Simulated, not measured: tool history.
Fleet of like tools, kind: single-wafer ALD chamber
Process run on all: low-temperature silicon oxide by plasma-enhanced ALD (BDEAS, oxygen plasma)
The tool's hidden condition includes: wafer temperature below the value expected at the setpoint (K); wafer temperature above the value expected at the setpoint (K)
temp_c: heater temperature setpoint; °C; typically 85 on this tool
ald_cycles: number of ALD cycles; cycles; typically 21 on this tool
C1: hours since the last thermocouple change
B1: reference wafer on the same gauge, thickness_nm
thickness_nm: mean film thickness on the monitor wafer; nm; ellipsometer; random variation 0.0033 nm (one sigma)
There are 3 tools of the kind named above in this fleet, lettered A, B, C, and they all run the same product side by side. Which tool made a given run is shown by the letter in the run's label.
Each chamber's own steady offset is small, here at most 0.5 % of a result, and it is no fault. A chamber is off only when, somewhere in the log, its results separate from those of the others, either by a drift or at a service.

Run 1A, day 0.308: usual settings; C1 1585.7; B1 2.6304. Result: thickness_nm 3.1641 nm.
Run 2B, day 0.821: usual settings; C1 41.4; B1 2.6299. Result: thickness_nm 3.1592 nm.
Run 3C, day 1.479: usual settings; C1 876.5; B1 2.6317. Result: thickness_nm 3.1538 nm.
Run 4B, day 2.017: usual settings; C1 70.1; B1 2.6322. Result: thickness_nm 3.1690 nm.
Run 5C, day 2.642: usual settings but temp_c 72 °C, ald_cycles 20 cycles; C1 904.4; B1 2.6325. Result: thickness_nm 3.1443 nm.
Run 6A, day 2.929: usual settings but temp_c 72 °C, ald_cycles 20 cycles; C1 1648.6; B1 2.6326. Result: thickness_nm 3.1428 nm.
Run 7C, day 3.554: usual settings but temp_c 72 °C, ald_cycles 20 cycles; C1 926.3; B1 2.6333. Result: thickness_nm 3.1487 nm.
Run 8A, day 3.929: usual settings; C1 1672.6; B1 2.6332. Result: thickness_nm 3.1628 nm.
Run 9B, day 4.583: usual settings; C1 131.7; B1 2.6345. Result: thickness_nm 3.1610 nm.
Run 10A, day 5.017: usual settings; C1 1698.7; B1 2.6351. Result: thickness_nm 3.1689 nm.
Run 11C, day 5.575: usual settings; C1 974.8; B1 2.6341. Result: thickness_nm 3.1642 nm.
Run 12B, day 6.154: usual settings; C1 169.4; B1 2.6351. Result: thickness_nm 3.1654 nm.
Run 13B, day 6.692: usual settings; C1 182.3; B1 2.6360. Result: thickness_nm 3.1693 nm.
Run 14C, day 7.312: usual settings; C1 1016.5; B1 2.6369. Result: thickness_nm 3.1677 nm.
Run 15A, day 7.946: usual settings; C1 1769.0; B1 2.6374. Result: thickness_nm 3.1621 nm.
Run 16A, day 8.338: usual settings; C1 1778.4; B1 2.6375. Result: thickness_nm 3.1666 nm.
Run 17C, day 8.688: usual settings; C1 1049.5; B1 2.6372. Result: thickness_nm 3.1661 nm.
Run 18B, day 9.038: usual settings; C1 238.6; B1 2.6384. Result: thickness_nm 3.1760 nm.
Run 19C, day 9.475: usual settings; C1 1068.4; B1 2.6383. Result: thickness_nm 3.1663 nm.
Run 20A, day 10.104: usual settings; C1 1820.8; B1 2.6387. Result: thickness_nm 3.1730 nm.
Run 21B, day 10.725: usual settings; C1 279.1; B1 2.6393. Result: thickness_nm 3.1715 nm.
At day 11.117: chamber A: thermocouple changed; heater temperature recalibrated.
Run 22A, day 11.179: usual settings; C1 1.5; B1 2.6410. Result: thickness_nm 3.1760 nm.
Run 23C, day 11.829: usual settings; C1 1124.9; B1 2.6403. Result: thickness_nm 3.1688 nm.
Run 24B, day 12.458: usual settings but ald_cycles 25 cycles; C1 320.7; B1 2.6409. Result: thickness_nm 3.7718 nm.

One chamber off, gauge drift, or nothing amiss beyond the chambers' own small offsets? If it is a chamber, which one, and what is the likeliest cause?

The gauge drifts, so all chambers seem to drift together. No chamber is off.
Most likely cause: gauge reads high (%) = 0.435.
